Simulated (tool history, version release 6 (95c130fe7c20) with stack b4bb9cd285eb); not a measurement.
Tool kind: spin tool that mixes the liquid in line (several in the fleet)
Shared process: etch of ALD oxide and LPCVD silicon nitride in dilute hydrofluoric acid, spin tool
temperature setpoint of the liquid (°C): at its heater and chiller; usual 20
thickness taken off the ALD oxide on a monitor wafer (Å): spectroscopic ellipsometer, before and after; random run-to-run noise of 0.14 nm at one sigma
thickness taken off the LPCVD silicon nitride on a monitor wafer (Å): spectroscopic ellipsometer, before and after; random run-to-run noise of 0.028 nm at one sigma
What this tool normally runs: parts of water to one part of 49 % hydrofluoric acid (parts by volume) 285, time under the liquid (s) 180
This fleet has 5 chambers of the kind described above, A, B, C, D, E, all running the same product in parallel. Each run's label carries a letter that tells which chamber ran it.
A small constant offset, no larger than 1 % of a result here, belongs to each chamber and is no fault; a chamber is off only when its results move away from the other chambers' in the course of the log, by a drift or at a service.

run    day  temperature setpoint of the liquid (°C)  parts of water to one part of 49 % hydrofluoric acid (parts by volume)  time under the liquid (s)  read-back film thickness of the ALD oxide reference wafer, read on the same gauge (nm)  read-back film thickness of the LPCVD silicon nitride reference wafer, read on the same gauge (nm)  thickness taken off the ALD oxide on a monitor wafer (Å)  thickness taken off the LPCVD silicon nitride on a monitor wafer (Å)
 1E  0.208                                       20                                                                     285                        180                                                                                  39.996                                                                                              110.01                                                    144.45                                                                2.7058
 2D  0.404                                       20                                                                     285                        180                                                                                  39.992                                                                                              110.02                                                    145.09                                                                2.6184
 3B  0.533                                       20                                                                     285                        180                                                                                   40.01                                                                                              110.01                                                    148.89                                                                 1.914
 4A  0.654                                       20                                                                     285                        180                                                                                  40.007                                                                                                 110                                                    144.04                                                                1.9166
 5C  0.775                                       20                                                                     285                        180                                                                                  40.028                                                                                              110.01                                                    146.01                                                                 2.334
 6B  0.929                                       17                                                                     285                        285                                                                                  39.992                                                                                                 110                                                    208.81                                                                3.0828
 7E  1.054                                       17                                                                     285                        285                                                                                  39.994                                                                                              109.97                                                    206.03                                                                2.3965
 8D  1.279                                       17                                                                     285                        285                                                                                   40.01                                                                                              110.01                                                    207.13                                                                2.0995
 9A  1.421                                       17                                                                     285                        285                                                                                  40.004                                                                                              109.98                                                    204.88                                                                3.0567
10C  1.633                                       17                                                                     285                        285                                                                                  39.996                                                                                              110.01                                                    208.83                                                                3.0836
11B  1.792                                       20                                                                     285                        180                                                                                  39.976                                                                                              109.98                                                    150.76                                                                 2.213
12E  1.908                                       20                                                                     285                        180                                                                                  40.046                                                                                              110.02                                                    143.43                                                                2.8129
13D  2.146                                       20                                                                     285                        180                                                                                  40.009                                                                                              109.97                                                    147.12                                                                2.1449
14C  2.292                                       20                                                                     285                        180                                                                                  40.007                                                                                              109.98                                                     146.4                                                                 2.145
15A  2.479                                       20                                                                     285                        180                                                                                  40.013                                                                                                 110                                                    143.44                                                                2.4561
16B  2.708                                       20                                                                     285                        180                                                                                  40.018                                                                                              110.01                                                     150.1                                                                2.6617
17D  2.946                                       20                                                                     285                        180                                                                                   39.98                                                                                              109.99                                                    146.48                                                                2.3654
18E  3.096                                       20                                                                     285                        180                                                                                  39.955                                                                                              109.99                                                    144.26                                                                2.2072
19A  3.225                                       18                                                                     405                        180                                                                                   39.99                                                                                              109.97                                                    85.813                                                                1.5229
20C  3.412                                       18                                                                     405                        180                                                                                  39.991                                                                                              110.01                                                    85.729                                                                1.4312
21B  3.596                                       18                                                                     405                        180                                                                                  40.014                                                                                              110.01                                                    91.181                                                                1.5634
22A  3.829                                       18                                                                     405                        180                                                                                  39.998                                                                                                 110                                                     85.43                                                                1.3648
23D  4.012                                       18                                                                     405                        180                                                                                  39.992                                                                                              109.99                                                     87.06                                                                 1.358
24E  4.121                                       20                                                                     285                        180                                                                                   39.98                                                                                              110.02                                                    145.28                                                                2.6366
25C  4.254                                       20                                                                     285                        180                                                                                  39.995                                                                                              110.02                                                    144.66                                                                1.8529
26D  4.417                                     23.5                                                                     285                        180                                                                                  40.011                                                                                              110.02                                                    166.94                                                                2.7941
27A  4.604                                     23.5                                                                     285                        180                                                                                  39.999                                                                                                 110                                                    163.82                                                                3.0075
28E  4.796                                     23.5                                                                     285                        180                                                                                  40.017                                                                                              109.97                                                    163.64                                                                2.3966
29C  4.933                                     23.5                                                                     285                        180                                                                                  39.998                                                                                              109.99                                                    168.79                                                                3.0057
30B  5.092                                     23.5                                                                     285                        180                                                                                  40.007                                                                                              110.03                                                    179.96                                                                3.4162
31B  5.196                                       20                                                                     285                        180                                                                                  40.032                                                                                              110.01                                                    156.67                                                                 2.464
32D  5.429                                       20                                                                     285                        180                                                                                  39.989                                                                                              110.02                                                     145.9                                                                2.7047
33A  5.604                                       20                                                                     285                        180                                                                                  39.977                                                                                              110.01                                                    144.39                                                                1.9519
34C  5.754                                       20                                                                     285                        180                                                                                   39.98                                                                                              110.03                                                    146.09                                                                2.6009
35E  5.962                                       20                                                                     285                        180                                                                                  40.009                                                                                              110.02                                                    145.66                                                                1.9529
36A  6.138                                       20                                                                     285                        180                                                                                   39.99                                                                                              109.97                                                    146.18                                                                2.2957
37C  6.375                                       20                                                                     285                        180                                                                                  39.958                                                                                              110.03                                                    147.87                                                                 1.843
38B  6.483                                       20                                                                     285                        180                                                                                  40.012                                                                                              109.99                                                    162.38                                                                2.5408
39E  6.688                                       20                                                                     285                        180                                                                                  40.019                                                                                              110.01                                                    145.89                                                                2.1298
40D  6.908                                       20                                                                     285                        180                                                                                  39.996                                                                                              110.02                                                    144.36                                                                2.5419
41B  7.058                                       20                                                                     285                        180                                                                                  40.033                                                                                              110.01                                                    163.52                                                                2.0431
42C  7.188                                       20                                                                     285                        180                                                                                  40.012                                                                                              109.99                                                    147.55                                                                 2.536

Is one chamber off against the others, does the gauge drift, or is nothing wrong? If a chamber is off, say which, and what the likeliest cause is.

Little by little, chamber B moves away from the other chambers.
Likeliest cause: hydrofluoric acid flow above the setpoint (%) = 9.72.

Chamber B could run next with any of the 4 candidate recipes listed below; each alters the usual settings, and their results appear as question marks. Which one brings its results back in line with what the other chambers deliver on the usual settings?
In line here means within this much of the mean the other chambers give on the usual settings: thickness taken off the ALD oxide on a monitor wafer (Å) 5; thickness taken off the LPCVD silicon nitride on a monitor wafer (Å) 0.98
43B-1  7.358                                     20.5                                                                     310                        175                                                                                                                                                                                                                                                     ?                                                                     ?
43B-2  7.358                                     18.5                                                                     230                        190                                                                                                                                                                                                                                                     ?                                                                     ?
43B-3  7.358                                     19.5                                                                     260                        185                                                                                                                                                                                                                                                     ?                                                                     ?
43B-4  7.358                                       21                                                                     340                        165                                                                                                                                                                                                                                                     ?                                                                     ?

On the usual settings, the other chambers give on average: thickness taken off the ALD oxide on a monitor wafer (Å) 145.75; thickness taken off the LPCVD silicon nitride on a monitor wafer (Å) 2.3498
  run  thickness taken off the ALD oxide on a monitor wafer (Å)  thickness taken off the LPCVD silicon nitride on a monitor wafer (Å)
43B-1                                                    147.66                                                                2.3586
43B-2                                                    214.31                                                                3.0037
43B-3                                                    187.02                                                                2.7741
43B-4                                                    126.08                                                                2.0974
With 43B-1, the chamber falls back in line with the rest.
